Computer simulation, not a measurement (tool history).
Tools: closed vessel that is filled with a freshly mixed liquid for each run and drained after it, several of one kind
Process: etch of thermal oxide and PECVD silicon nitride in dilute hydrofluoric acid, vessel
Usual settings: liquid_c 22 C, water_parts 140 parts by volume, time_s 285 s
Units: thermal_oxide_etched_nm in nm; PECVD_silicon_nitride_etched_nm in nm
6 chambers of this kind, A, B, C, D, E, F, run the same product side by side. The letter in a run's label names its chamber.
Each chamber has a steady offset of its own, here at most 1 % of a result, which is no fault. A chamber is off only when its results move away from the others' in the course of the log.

| run | hour | liquid_c | water_parts | time_s | hours since the thermometer was replaced | hours since the hydrofluoric acid flow meter was replaced | read-back film thickness of the thermal oxide reference wafer, read on the same gauge (nm) | read-back film thickness of the PECVD silicon nitride reference wafer, read on the same gauge (nm) | thermal_oxide_etched_nm | PECVD_silicon_nitride_etched_nm |
|---|---|---|---|---|---|---|---|---|---|---|
| 1B | 5.1 | 22 | 140 | 285 | 329.9 | 1394.6 | 60.021 | 120 | 8.2668 | 10.086 |
| 2A | 9.3 | 22 | 140 | 285 | 1793.2 | 1265.6 | 59.992 | 120 | 8.459 | 10.18 |
| 3E | 13.7 | 22 | 140 | 285 | 494.4 | 385.6 | 60.007 | 120 | 8.3855 | 10.183 |
| 4C | 17.6 | 22 | 140 | 285 | 287.9 | 1164.5 | 59.998 | 120 | 8.4122 | 10.092 |
| 5D | 21.6 | 22 | 140 | 285 | 476.5 | 655.3 | 60.014 | 120.02 | 8.3872 | 9.9494 |
| 6F | 24.5 | 22 | 140 | 285 | 406 | 410.5 | 60.007 | 119.99 | 8.2998 | 10.159 |
| 7B | 27.4 | 22 | 140 | 285 | 352.2 | 1416.9 | 59.988 | 119.99 | 8.3639 | 10.112 |
| 8C | 32.8 | 22 | 140 | 285 | 303.1 | 1179.7 | 59.984 | 120 | 8.4434 | 10.164 |
| 9E | 38 | 22 | 140 | 285 | 518.7 | 409.9 | 59.998 | 120.01 | 8.4678 | 10.228 |
| 10F | 40.5 | 22 | 140 | 285 | 422 | 426.5 | 59.973 | 119.99 | 8.4363 | 10.262 |
| 11A | 43.8 | 22 | 140 | 285 | 1827.7 | 1300.1 | 60.027 | 120.01 | 8.3269 | 10.115 |
| 12D | 46.5 | 22 | 140 | 285 | 501.4 | 680.2 | 59.979 | 120 | 8.452 | 9.9713 |
| 13E | 49.3 | 22 | 140 | 285 | 530 | 421.2 | 60.006 | 120.01 | 8.4738 | 10.192 |
| 14D | 54.1 | 22 | 100 | 395 | 509 | 687.8 | 59.995 | 119.99 | 16.901 | 19.145 |
| 15F | 58.4 | 22 | 100 | 395 | 439.9 | 444.4 | 59.975 | 119.99 | 16.674 | 19.766 |
| 16A | 61.2 | 22 | 100 | 395 | 1845.1 | 1317.5 | 60.011 | 120 | 16.41 | 19.37 |
| 17C | 65.9 | 22 | 100 | 395 | 336.2 | 1212.8 | 59.982 | 120 | 16.899 | 19.445 |
| 18B | 70.2 | 22 | 100 | 395 | 395 | 1459.7 | 60.019 | 120 | 16.685 | 19.39 |
| 19E | 74.7 | 22 | 100 | 395 | 555.4 | 446.6 | 59.991 | 120.01 | 16.888 | 20.16 |
| 20A | 77.7 | 22 | 140 | 285 | 1861.6 | 1334 | 60.018 | 120.01 | 8.2029 | 9.9465 |
| 21C | 82.8 | 22 | 85 | 345 | 353.1 | 1229.7 | 60.005 | 120.01 | 18.033 | 20.303 |
| 22F | 86.8 | 22 | 85 | 345 | 468.3 | 472.8 | 60 | 119.99 | 17.732 | 20.046 |
| 23D | 91.6 | 22 | 85 | 345 | 546.5 | 725.3 | 59.989 | 119.98 | 17.776 | 19.469 |
| 24B | 94 | 22 | 85 | 345 | 418.8 | 1483.5 | 59.983 | 120 | 17.506 | 19.811 |
| 25E | 98.9 | 22 | 85 | 345 | 579.6 | 470.8 | 60.019 | 120.01 | 18.203 | 20.5 |
| 26D | 101.4 | 22 | 85 | 345 | 556.3 | 735.1 | 60.014 | 119.99 | 17.154 | 19.717 |
| 27C | 106.7 | 22 | 140 | 285 | 377 | 1253.6 | 59.992 | 119.99 | 8.3988 | 10.136 |
| 28B | 109.7 | 22 | 140 | 285 | 434.5 | 1499.2 | 60.012 | 120 | 8.5429 | 9.9813 |
| 29A | 112.7 | 22 | 140 | 285 | 1896.6 | 1369 | 59.998 | 119.99 | 7.9385 | 9.5199 |
| 30F | 116.6 | 22 | 140 | 285 | 498.1 | 502.6 | 60.027 | 120 | 8.4259 | 10.323 |
| 31E | 121 | 27 | 110 | 285 | 601.7 | 492.9 | 60.005 | 120.01 | 13.462 | 18.05 |
|  | 124.3 | chamber F: thermometer replaced |
| 32B | 125.2 | 27 | 110 | 285 | 450 | 1514.7 | 60.016 | 120 | 13.401 | 17.712 |
| 33D | 128.8 | 27 | 110 | 285 | 583.7 | 762.5 | 59.986 | 120 | 13.143 | 17.746 |
| 34A | 131.8 | 27 | 110 | 285 | 1915.7 | 1388.1 | 60.006 | 119.99 | 12.397 | 16.787 |
| 35C | 134.5 | 27 | 110 | 285 | 404.8 | 1281.4 | 60 | 120 | 13.543 | 17.764 |
| 36F | 139.1 | 27 | 110 | 285 | 14.8 | 525.1 | 59.99 | 120.02 | 13.335 | 18.03 |
| 37B | 144.1 | 22 | 140 | 285 | 468.9 | 1533.6 | 59.987 | 119.99 | 8.4096 | 10.081 |
| 38D | 148.9 | 17.5 | 175 | 285 | 603.8 | 782.6 | 59.992 | 119.98 | 5.417 | 6.0026 |
| 39F | 151.7 | 17.5 | 175 | 285 | 27.4 | 537.7 | 59.998 | 120 | 5.3079 | 6.1394 |
| 40C | 157 | 17.5 | 175 | 285 | 427.3 | 1303.9 | 59.988 | 120 | 5.3298 | 5.9297 |

Next, every chamber runs the same settings. What will each give?
| 41A | 160.9 | 22 | 140 | 285 |  |  |  |  | ? | ? |
| 41B | 160.9 | 22 | 140 | 285 |  |  |  |  | ? | ? |
| 41C | 160.9 | 22 | 140 | 285 |  |  |  |  | ? | ? |
| 41D | 160.9 | 22 | 140 | 285 |  |  |  |  | ? | ? |
| 41E | 160.9 | 22 | 140 | 285 |  |  |  |  | ? | ? |
| 41F | 160.9 | 22 | 140 | 285 |  |  |  |  | ? | ? |

| run | thermal_oxide_etched_nm | PECVD_silicon_nitride_etched_nm |
|---|---|---|
| 41A | 7.5721 | 9.4563 |
| 41B | 8.534 | 10.014 |
| 41C | 8.5345 | 10.141 |
| 41D | 8.2536 | 10.002 |
| 41E | 8.2884 | 10.217 |
| 41F | 8.3726 | 10.285 |
